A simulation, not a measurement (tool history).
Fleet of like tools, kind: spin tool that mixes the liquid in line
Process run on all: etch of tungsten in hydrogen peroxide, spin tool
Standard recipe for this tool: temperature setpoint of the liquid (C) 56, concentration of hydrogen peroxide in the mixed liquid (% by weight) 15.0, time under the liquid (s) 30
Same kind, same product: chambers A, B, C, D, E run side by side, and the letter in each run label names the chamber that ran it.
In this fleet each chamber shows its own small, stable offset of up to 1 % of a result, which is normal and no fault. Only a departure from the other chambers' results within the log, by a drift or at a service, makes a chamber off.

run	hour	temperature setpoint of the liquid (C)	concentration of hydrogen peroxide in the mixed liquid (% by weight)	time under the liquid (s)	read-back film thickness of the tungsten reference wafer, read on the same gauge (nm)	thickness taken off the tungsten on a monitor wafer (angstrom)
1E	3.8	56	15.0	30	79.989	317.19
2A	7.8	56	15.0	30	79.997	311.56
3C	11.7	56	15.0	30	80.007	310.03
4B	15.2	56	15.0	30	79.968	315.99
5D	18.5	56	15.0	30	79.998	311.60
6C	22.3	56	15.0	30	79.994	309.88
7A	25.6	56	15.0	30	80.004	313.18
8B	30.4	56	15.0	30	80.006	318.34
9E	36.1	56	15.0	30	79.995	315.78
10D	39.4	56	15.0	30	80.026	311.59
11B	45.1	56	15.0	30	80.001	316.80
12E	50.5	56	15.0	30	79.989	318.32
13C	54.3	56	15.0	30	80.001	311.56
14A	58.1	56	15.0	30	80.023	312.78
15D	63.8	56	15.0	30	80.004	314.26
16C	68.5	56	15.0	30	80.010	313.67
17D	72.7	56	15.0	30	79.988	311.69
18E	77.5	56	17.0	40	80.045	447.72
19B	82.0	56	17.0	40	80.019	445.11
20A	86.3	56	17.0	40	79.980	447.85
21B	89.8	56	17.0	40	79.985	444.48
22A	95.5	56	17.0	40	80.010	444.08
23E	99.5	56	15.0	30	79.996	309.00
24D	102.6	56	15.0	30	80.011	309.36
25C	106.9	56	15.0	30	79.995	312.91
26A	109.5	56	15.0	30	80.006	312.78
27E	112.4	56	15.0	30	80.037	305.02
28B	116.9	56	15.0	30	80.012	317.60
29D	121.3	56	15.0	30	79.980	310.69
30C	125.5	56	15.0	30	79.982	313.63
31E	129.0	56	15.0	30	79.964	302.53
32A	133.9	62	17.5	30	80.017	479.88
33D	136.9	62	17.5	30	80.009	477.52
34C	141.8	62	17.5	30	80.016	478.95
35B	147.0	62	17.5	30	79.990	488.35
# hour 150.6: chamber E: peroxide flow meter replaced
# hour 151.2: chamber E: heated supply line repaired
36C	151.7	62	17.5	30	79.990	480.00
37D	157.0	56	15.0	30	80.009	313.19
38E	161.0	56	15.0	30	79.996	296.49
39A	165.4	56	15.0	30	80.010	314.17
40B	168.6	56	15.0	30	80.015	318.20

Decide between three cases: one chamber stands off from its peers, the gauge reading all wafers drifts, or nothing is wrong past each chamber's small offset. Where a chamber is off, say which and what most likely put it there.

Little by little, chamber E moves away from the other chambers.
Most likely cause: liquid colder than its thermometer reads (K) = 1.17.

Here are 4 candidates for chamber E's next run, each the usual settings with a change, their results left as question marks. Which one brings its results back in line with what the others give on the usual settings?
Allowed miss from the other chambers' usual-settings mean, per result, to count as in line: thickness taken off the tungsten on a monitor wafer (angstrom) 5.40
41E-1	172.9	55.0	15.0	30		?
41E-2	172.9	57.0	15.0	30		?
41E-3	172.9	56.5	15.0	30		?
41E-4	172.9	55.5	15.0	30		?

Other chambers, usual settings, mean: thickness taken off the tungsten on a monitor wafer (angstrom) 313.68
run	thickness taken off the tungsten on a monitor wafer (angstrom)
41E-1	279.93
41E-2	314.64
41E-3	305.66
41E-4	288.22
41E-2 puts the chamber back in line with the other chambers.
